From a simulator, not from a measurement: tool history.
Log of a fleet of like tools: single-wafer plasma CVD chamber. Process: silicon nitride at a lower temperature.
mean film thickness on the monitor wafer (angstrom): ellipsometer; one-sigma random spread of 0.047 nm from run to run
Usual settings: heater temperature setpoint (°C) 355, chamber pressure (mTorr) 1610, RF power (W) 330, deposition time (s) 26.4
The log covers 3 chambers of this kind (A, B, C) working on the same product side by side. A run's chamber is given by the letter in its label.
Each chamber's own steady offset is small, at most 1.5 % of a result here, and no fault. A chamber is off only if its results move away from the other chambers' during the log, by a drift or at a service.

run	hour	heater temperature setpoint (°C)	chamber pressure (mTorr)	RF power (W)	deposition time (s)	read-back reference wafer on the same gauge, thickness_nm	mean film thickness on the monitor wafer (angstrom)
1B	2.9	355	1610	330	26.4	37.507	330.03
2A	8.3	355	1610	330	26.4	37.504	335.72
3C	11.5	355	1610	330	26.4	37.520	329.35
4A	17.6	355	1610	330	26.4	37.528	335.16
5B	20.8	355	1610	330	26.4	37.524	330.69
6C	26.4	361	1610	330	30.9	37.548	384.94
7B	31.5	361	1610	330	30.9	37.550	385.46
8C	37.6	361	1610	330	30.9	37.567	385.42
9A	40.4	355	1610	330	26.4	37.580	335.34
10C	45.1	355	1610	330	26.4	37.568	330.45
11B	48.9	355	1610	330	26.4	37.578	330.00
12A	53.1	355	1610	330	26.4	37.580	334.96
13B	58.0	355	1610	330	26.4	37.584	330.74
14C	63.4	355	1610	330	26.4	37.601	329.51
15A	67.3	355	1610	330	26.4	37.603	335.76
16A	71.6	355	1610	330	26.4	37.611	335.09
17C	75.8	355	1610	330	26.4	37.609	330.33
18B	81.2	355	1610	330	26.4	37.605	330.51
19A	84.4	355	1810	330	26.4	37.629	347.34
20C	87.1	355	1810	330	26.4	37.631	341.04
21B	93.1	355	1810	330	26.4	37.631	342.01
22C	97.2	355	1610	330	26.4	37.644	330.76
23A	101.7	355	1610	330	26.4	37.665	335.53
24B	106.8	355	1610	330	26.4	37.660	331.81
25A	110.8	355	1610	370	21.4	37.666	294.08
26C	114.5	355	1610	370	21.4	37.674	288.88
27B	117.5	355	1610	370	21.4	37.693	288.84
28B	123.6	355	1610	330	26.4	37.691	331.53
29C	126.8	355	1610	330	26.4	37.681	331.23
30A	129.8	355	1610	330	26.4	37.700	336.97
31C	132.5	355	1610	330	26.4	37.694	330.87
# hour 132.7: chamber B: capacitance manometer re-zeroed and calibrated
32B	135.9	355	1610	330	26.4	37.706	331.65

Next, every chamber runs the same settings. What will each give?
33A	140.4	355	1610	330	26.4		?
33B	140.4	355	1610	330	26.4		?
33C	140.4	355	1610	330	26.4		?

run	mean film thickness on the monitor wafer (angstrom)
33A	336.85
33B	331.83
33C	331.21
